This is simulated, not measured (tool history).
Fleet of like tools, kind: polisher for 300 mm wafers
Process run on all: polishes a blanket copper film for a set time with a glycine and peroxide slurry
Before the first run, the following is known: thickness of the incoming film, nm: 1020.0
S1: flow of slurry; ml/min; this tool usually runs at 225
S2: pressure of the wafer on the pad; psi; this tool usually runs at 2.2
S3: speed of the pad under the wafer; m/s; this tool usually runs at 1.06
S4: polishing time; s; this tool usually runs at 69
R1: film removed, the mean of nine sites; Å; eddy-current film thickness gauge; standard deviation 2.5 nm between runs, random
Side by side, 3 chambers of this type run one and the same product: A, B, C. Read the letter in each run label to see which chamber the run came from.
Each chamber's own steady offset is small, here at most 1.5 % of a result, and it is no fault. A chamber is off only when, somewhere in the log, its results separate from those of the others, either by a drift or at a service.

run	hour	S1	S2	S3	S4	R1
1C	6.8	225	2.2	1.06	69	3876.9
2A	16.1	225	2.2	1.06	69	3888.3
3B	21.7	225	2.2	1.06	69	3828.4
4C	29.4	225	2.2	1.06	69	3821.3
5B	34.8	225	2.2	1.06	69	3846
6A	40.7	225	1.7	0.78	69	2571.3
# hour 41.1: chamber B: worn pad replaced by a new one
# hour 43.6: chamber C: worn pad replaced by a new one
# hour 44.6: chamber A: head pressure recalibrated
7A	51.3	225	1.7	0.78	69	2555.2
8B	58.8	225	1.7	0.78	69	2514.8
9C	69.7	225	2.2	1.06	69	3886.9
10B	76.5	225	2.7	1.06	58	3828.9
11A	82.5	225	2.7	1.06	58	3892.3
12C	87.5	225	2.7	1.06	58	3843.7
13B	92.6	225	2.2	1.06	69	3851.6
14A	101.9	225	2.2	1.06	69	3881.4
# hour 104.7: chamber A: slurry nozzle cleaned
15C	107.2	225	2.2	1.06	69	3839.2
# hour 111.6: chamber C: head pressure recalibrated
16C	113.2	225	2.2	1.06	69	3919.7
# hour 114.9: chamber C: worn pad replaced by a new one
17B	119.1	225	2.2	1.06	69	3840.4
18A	127.1	225	2.2	1.06	69	3839.2
19C	135.2	225	2.2	1.06	69	3871.7
# hour 136.4: chamber B: worn pad replaced by a new one
20A	140.8	225	2.2	1.06	69	3831.4
# hour 142.2: chamber C: slurry nozzle cleaned
21B	147.7	225	2.2	1.06	69	3833
22B	154.2	225	2.2	1.06	69	3848.4
23A	159.6	225	2.2	1.06	69	3772.6
24C	170.4	225	2.2	1.06	69	3905.9
25B	177.7	225	2.2	1.06	69	3825.4
# hour 181: chamber C: worn pad replaced by a new one
26A	182.6	225	2.2	1.06	69	3784.2
27C	190.2	225	2.2	1.06	69	3900.5
28B	199.1	225	2.2	1.06	69	3835
29C	209.3	225	2.2	1.06	69	3892.8
30A	217.3	225	2.2	1.06	69	3712.9
# hour 222.9: chamber B: worn pad replaced by a new one
31C	223	225	2.2	1.06	69	3857.7
32A	231.9	225	2.2	1.06	69	3685.8
33B	239.8	225	2.2	1.06	69	3891
# hour 240.6: chamber C: worn pad replaced by a new one
34B	248.5	225	2.2	1.06	69	3849.4
35A	253.5	225	2.2	1.06	69	3684
36C	261	225	2.2	1.06	69	3875.2
37B	265.9	225	2.2	1.06	69	3837
38A	277	225	2.2	1.06	69	3629.9
39C	283	225	2.2	1.06	69	3855.1
40A	293.6	225	2.2	1.06	69	3639.2
41B	299.6	225	2.2	1.32	82	5402.9
# hour 300.4: chamber C: worn pad replaced by a new one
42C	307.9	225	2.2	1.32	82	5563.5
43C	314.6	225	2.2	1.32	82	5458.1

All 3 chambers run these settings next. Forecast each chamber's results:
44A	322.5	225	2.5	1.06	69	?
44B	322.5	225	2.5	1.06	69	?
44C	322.5	225	2.5	1.06	69	?

run	R1
44A	3921.7
44B	4260.9
44C	4334.5
